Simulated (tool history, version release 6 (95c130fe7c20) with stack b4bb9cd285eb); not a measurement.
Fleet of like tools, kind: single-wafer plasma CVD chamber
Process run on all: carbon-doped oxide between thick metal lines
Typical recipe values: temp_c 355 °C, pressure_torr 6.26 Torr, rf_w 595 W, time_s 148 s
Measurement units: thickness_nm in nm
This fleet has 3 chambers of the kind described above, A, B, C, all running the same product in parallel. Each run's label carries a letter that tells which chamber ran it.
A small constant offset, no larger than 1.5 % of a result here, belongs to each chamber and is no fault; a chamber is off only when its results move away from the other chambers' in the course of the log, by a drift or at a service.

run,hour,temp_c,pressure_torr,rf_w,time_s,"read-back reference wafer on the same gauge, thickness_nm",thickness_nm
1C,11.8,355,6.26,595,148,937.23,841.19
2B,21.8,355,6.26,595,148,936.83,833.08
3A,30.4,355,6.26,595,148,937.76,845.31
4B,40,355,6.26,595,148,938.03,833.99
5C,51.2,355,6.74,595,148,938.36,849.13
6A,59.3,355,6.74,595,148,938.69,849.73
7A,71.2,355,6.74,595,148,938.14,848
8C,82.3,355,6.26,595,148,938.49,844.12
9B,91,355,6.26,595,148,938.73,835.61
10B,100.8,355,6.26,595,148,939.2,836.62
11A,109.1,355,6.26,595,148,939.05,844.51
12C,118.3,355,6.26,595,148,939.02,842.45
13C,129.8,355,6.26,595,148,939.76,843.15
14B,140.9,355,6.26,595,148,939.32,834.47
15A,148.7,355,6.26,595,148,939.99,845.17
16A,160.8,355,6.26,595,148,940.56,845.97
17C,172.2,355,6.26,595,148,940.58,844.3
18B,177.8,355,6.26,595,148,940.38,837.01
19B,187.6,355,6.26,595,148,940.97,835.41
20C,197.4,355,6.26,595,148,941.34,845.31
21A,207.1,355,6.26,595,148,941.25,845.84
22B,217.7,355,6.26,595,148,941.53,833.9
23A,226.8,355,6.26,595,148,941.96,847.39
24C,235.7,355,6.26,595,148,941.65,844.79
25C,241.9,355,6.26,595,148,942.06,845.08
26B,248.2,355,6.26,595,148,942.22,834.91
27A,254,355,5.33,595,148,942.07,828.47
28C,264,355,5.33,595,148,942.4,827.28
29A,275.5,355,5.33,595,148,942.7,829.18
30B,285.4,355,6.26,595,148,943.11,836.64
31C,293.9,355,6.26,595,148,942.76,845.21
32A,305,355,6.26,595,148,943.28,846.79
33B,311.3,355,6.26,595,148,943.33,835.36
34B,320,355,6.26,595,148,943.05,838.82

Read the log: is a single chamber off, either drifting away or since a service, is the gauge that measures every chamber drifting, or is nothing wrong beyond small per-chamber offsets? Name any odd chamber and what most likely caused it.

The gauge drifts, so all chambers seem to drift together. No chamber is off.
What lies behind it: gauge reads high (%) = 0.706.
